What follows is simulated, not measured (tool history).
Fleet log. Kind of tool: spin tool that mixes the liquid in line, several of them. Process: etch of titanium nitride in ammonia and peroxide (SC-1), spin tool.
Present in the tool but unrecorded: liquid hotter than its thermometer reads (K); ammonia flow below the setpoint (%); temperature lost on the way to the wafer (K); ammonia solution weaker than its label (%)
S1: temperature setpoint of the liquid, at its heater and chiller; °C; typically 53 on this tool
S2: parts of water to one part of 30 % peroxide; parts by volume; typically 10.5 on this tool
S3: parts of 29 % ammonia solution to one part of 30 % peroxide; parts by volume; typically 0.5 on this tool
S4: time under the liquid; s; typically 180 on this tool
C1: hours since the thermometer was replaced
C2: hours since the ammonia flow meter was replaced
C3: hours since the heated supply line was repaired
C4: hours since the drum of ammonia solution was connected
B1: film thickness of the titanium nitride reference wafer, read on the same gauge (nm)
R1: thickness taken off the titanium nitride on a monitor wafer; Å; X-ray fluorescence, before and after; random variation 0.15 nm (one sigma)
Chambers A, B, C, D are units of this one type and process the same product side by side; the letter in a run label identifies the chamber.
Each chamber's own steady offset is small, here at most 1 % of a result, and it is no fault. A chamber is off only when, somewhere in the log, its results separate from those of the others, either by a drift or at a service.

run   hour    S1    S2   S3   S4      C1      C2      C3     C4      B1      R1
 1B    5.1    53  10.5  0.5  180   491.4  1492.3  1271.8  364.7  80.024  242.91
 2C    8.9    53  10.5  0.5  180   749.8  1671.1  1304.7  584.3  80.015  240.49
 3D   12.1    53  10.5  0.5  180   662.3     702  2098.8    479  79.994   241.3
 4A   15.3    53  10.5  0.5  180  1039.5  1172.9   663.2  185.1  80.005  242.25
      16.8  -- chamber C: new drum of ammonia solution connected
 5C   18.5    53  10.5  0.5  180   759.4  1680.7  1314.3    1.7  80.012  240.26
      22.8  -- chamber D: thermometer replaced
 6A   23.7    53  10.5  0.5  180  1047.9  1181.3   671.6  193.5  80.003  242.65
 7B   29.5    53  10.5  0.5  180   515.8  1516.7  1296.2  389.1  80.008  245.39
 8D   34.1    53    14  0.6  180    11.3     724  2120.8    501  80.012  216.33
 9C   39.5    53    14  0.6  180   780.4  1701.7  1335.3   22.7  80.017  213.81
10D   43.9    53    14  0.6  180    21.1   733.8  2130.6  510.8      80  213.41
11A   48.8    53    14  0.6  180    1073  1206.4   696.7  218.6  80.011  213.57
12B   54.6    53  10.5  0.4  145   540.9  1541.8  1321.3  414.2  80.005  190.25
      55.6  -- chamber C: ammonia flow meter replaced
13B   60.2    53  10.5  0.4  145   546.5  1547.4  1326.9  419.8  80.004  190.27
14C   65.7    53  10.5  0.4  145   806.6    10.2  1361.5   48.9  80.006  187.93
15A   70.1    53  10.5  0.4  145  1094.3  1227.7     718  239.9  79.997  187.23
16D   72.7    53    13  0.5  180    49.9   762.6  2159.4  539.6  80.006  215.89
17A     76    53    13  0.5  180  1100.2  1233.6   723.9  245.8  79.988  214.02
18D   78.7    53    13  0.5  180    55.9   768.6  2165.4  545.6  79.993  215.65
      81.7  -- chamber A: new drum of ammonia solution connected
19B   82.8    53    13  0.5  180   569.1    1570  1349.5  442.4  80.036  223.35
20C   87.1  45.5  10.5  0.5  275     828    31.6  1382.9   70.3  80.011  220.61
21D   91.2  45.5  10.5  0.5  275    68.4   781.1  2177.9  558.1  80.019  217.08
22A   95.7  45.5  10.5  0.5  275  1119.9  1253.3   743.6   14.1  80.002  219.74
23C  101.4  45.5  10.5  0.5  275   842.3    45.9  1397.2   84.6  79.973  223.44
24B  106.8    56  10.5  0.5  180   593.1    1594  1373.5  466.4  79.971  307.79
25B  110.9    56  10.5  0.5  180   597.2  1598.1  1377.6  470.5  80.002  310.87
26D  116.1    56  10.5  0.5  180    93.3     806  2202.8    583  79.987  294.36
27C  118.7    56  10.5  0.5  180   859.6    63.2  1414.5  101.9  79.981  295.68
28A  121.2    45     8  0.5  180  1145.4  1278.8   769.1   39.6  80.005   159.1
29D  124.9    45     8  0.5  180   102.1   814.8  2211.6  591.8  79.986  158.55
30B  130.6    45     8  0.5  180   616.9  1617.8  1397.3  490.2  79.984     169
31A  133.2    45     8  0.5  180  1157.4  1290.8   781.1   51.6  80.003   159.3
32C  136.1    53  10.5  0.5  180     877    80.6  1431.9  119.3  79.991  242.88
     138.5  -- chamber B: ammonia flow meter replaced
33A  138.7    53  10.5  0.5  180  1162.9  1296.3   786.6   57.1  80.007  240.16
34B    144    59    14  0.5  180   630.3     5.5  1410.7  503.6  80.004  328.17
35D  149.3    59    14  0.5  180   126.5   839.2    2236  616.2  79.974  312.46
36C  152.3    59    14  0.5  180   893.2    96.8  1448.1  135.5  79.996  310.55
37A  154.9    59    14  0.5  180  1179.1  1312.5   802.8   73.3  79.986  310.87

Decide between three cases: one chamber stands off from its peers, the gauge reading all wafers drifts, or nothing is wrong past each chamber's small offset. Where a chamber is off, say which and what most likely put it there.

One chamber, B, drifts off from the rest bit by bit.
Most likely cause: liquid hotter than its thermometer reads (K) = 0.928.

Below are 4 candidate recipes for chamber B's next run, each the usual settings with a change, their results shown as question marks. Which of them brings B's results back in line with what the other chambers give on the usual settings?
In line here means within this much of the mean the other chambers give on the usual settings: R1 5.2 Å
38B-1  159.1  53.5  10.5   0.5  185                       ?
38B-2  159.1    54  10.5   0.5  190                       ?
38B-3  159.1    53  10.5   0.5  170                       ?
38B-4  159.1    53  10.5  0.25  180                       ?

The other chambers' mean on the usual settings: R1 241.86 Å
  run      R1
38B-1  274.92
38B-2  291.88
38B-3   244.2
38B-4  228.17
38B-3 is the one that brings the chamber's results back in line with the other chambers.

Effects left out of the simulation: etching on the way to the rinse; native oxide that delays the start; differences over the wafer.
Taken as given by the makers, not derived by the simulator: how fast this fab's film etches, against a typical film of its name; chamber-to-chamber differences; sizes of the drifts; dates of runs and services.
